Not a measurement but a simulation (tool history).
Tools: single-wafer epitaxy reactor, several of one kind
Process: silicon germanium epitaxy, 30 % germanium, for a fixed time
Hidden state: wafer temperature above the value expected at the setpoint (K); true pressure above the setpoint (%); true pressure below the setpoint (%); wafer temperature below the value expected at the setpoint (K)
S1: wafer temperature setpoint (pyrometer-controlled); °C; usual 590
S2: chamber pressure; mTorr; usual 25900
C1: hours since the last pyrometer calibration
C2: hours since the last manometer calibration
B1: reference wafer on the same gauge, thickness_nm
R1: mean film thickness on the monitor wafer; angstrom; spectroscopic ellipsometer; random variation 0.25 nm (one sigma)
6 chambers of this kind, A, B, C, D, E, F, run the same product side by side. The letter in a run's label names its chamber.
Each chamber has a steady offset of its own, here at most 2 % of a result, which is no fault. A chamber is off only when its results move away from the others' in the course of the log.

run,hour,S1,S2,C1,C2,B1,R1
1B,3.7,590,25900,32.0,2119.4,64.893,538.95
2E,9.3,590,25900,160.3,249.7,64.878,544.52
# hour 11.2: chamber A: capacitance manometer re-zeroed and calibrated
3D,13.3,590,25900,1683.2,353.8,64.875,547.21
4C,18.6,590,25900,2125.4,82.0,64.889,545.08
5F,23.5,590,25900,711.2,330.8,64.890,545.84
6A,26.5,590,25900,1230.3,15.4,64.834,544.49
7F,31.7,590,32200,719.4,339.0,64.864,592.83
8D,37.0,590,32200,1706.9,377.5,64.937,597.75
9E,43.1,590,32200,194.1,283.5,64.919,596.75
10A,46.2,590,32200,1250.0,35.1,64.873,590.89
11C,52.4,590,32200,2159.2,115.8,64.902,595.69
12B,58.0,590,32200,86.3,2173.7,64.941,584.56
13A,61.8,590,25900,1265.6,50.7,64.920,542.26
14E,65.5,590,25900,216.5,305.9,64.971,542.88
15F,69.4,590,25900,757.1,376.7,64.899,544.45
16D,73.1,590,25900,1743.0,413.6,64.895,555.10
17B,76.6,590,25900,104.9,2192.3,64.916,532.01
18C,80.1,590,25900,2186.9,143.5,64.933,549.58
19B,86.4,590,25900,114.7,2202.1,64.882,537.17
20D,92.4,590,25900,1762.3,432.9,64.841,552.83
21C,98.9,590,25900,2205.7,162.3,64.975,543.24
22A,104.7,590,25900,1308.5,93.6,64.887,536.74
23F,107.8,603,20900,795.5,415.1,64.881,634.74
24E,112.0,603,20900,263.0,352.4,64.893,636.07
25A,117.8,603,20900,1321.6,106.7,64.955,625.43
26B,121.0,603,20900,149.3,2236.7,64.866,621.54
27C,125.7,603,20900,2232.5,189.1,64.988,638.21
28E,128.9,603,20900,279.9,369.3,64.950,640.20
29F,135.3,590,25900,823.0,442.6,64.980,546.28
30D,139.8,590,25900,1809.7,480.3,64.823,548.68
31A,144.9,596,23600,1348.7,133.8,64.941,586.18
32E,150.2,596,23600,301.2,390.6,64.907,587.16
33B,155.0,596,23600,183.3,2270.7,64.935,572.64
34D,161.0,596,23600,1830.9,501.5,64.874,590.25
35F,165.2,596,23600,852.9,472.5,64.968,590.18
36C,168.9,596,23600,2275.7,232.3,64.865,592.27
37D,174.4,590,25900,1844.3,514.9,64.877,549.95

Is one chamber off against the others, does the gauge drift, or is nothing wrong? If a chamber is off, say which, and what the likeliest cause is.

No chamber stands off beyond its own small offset, and the gauge holds steady.

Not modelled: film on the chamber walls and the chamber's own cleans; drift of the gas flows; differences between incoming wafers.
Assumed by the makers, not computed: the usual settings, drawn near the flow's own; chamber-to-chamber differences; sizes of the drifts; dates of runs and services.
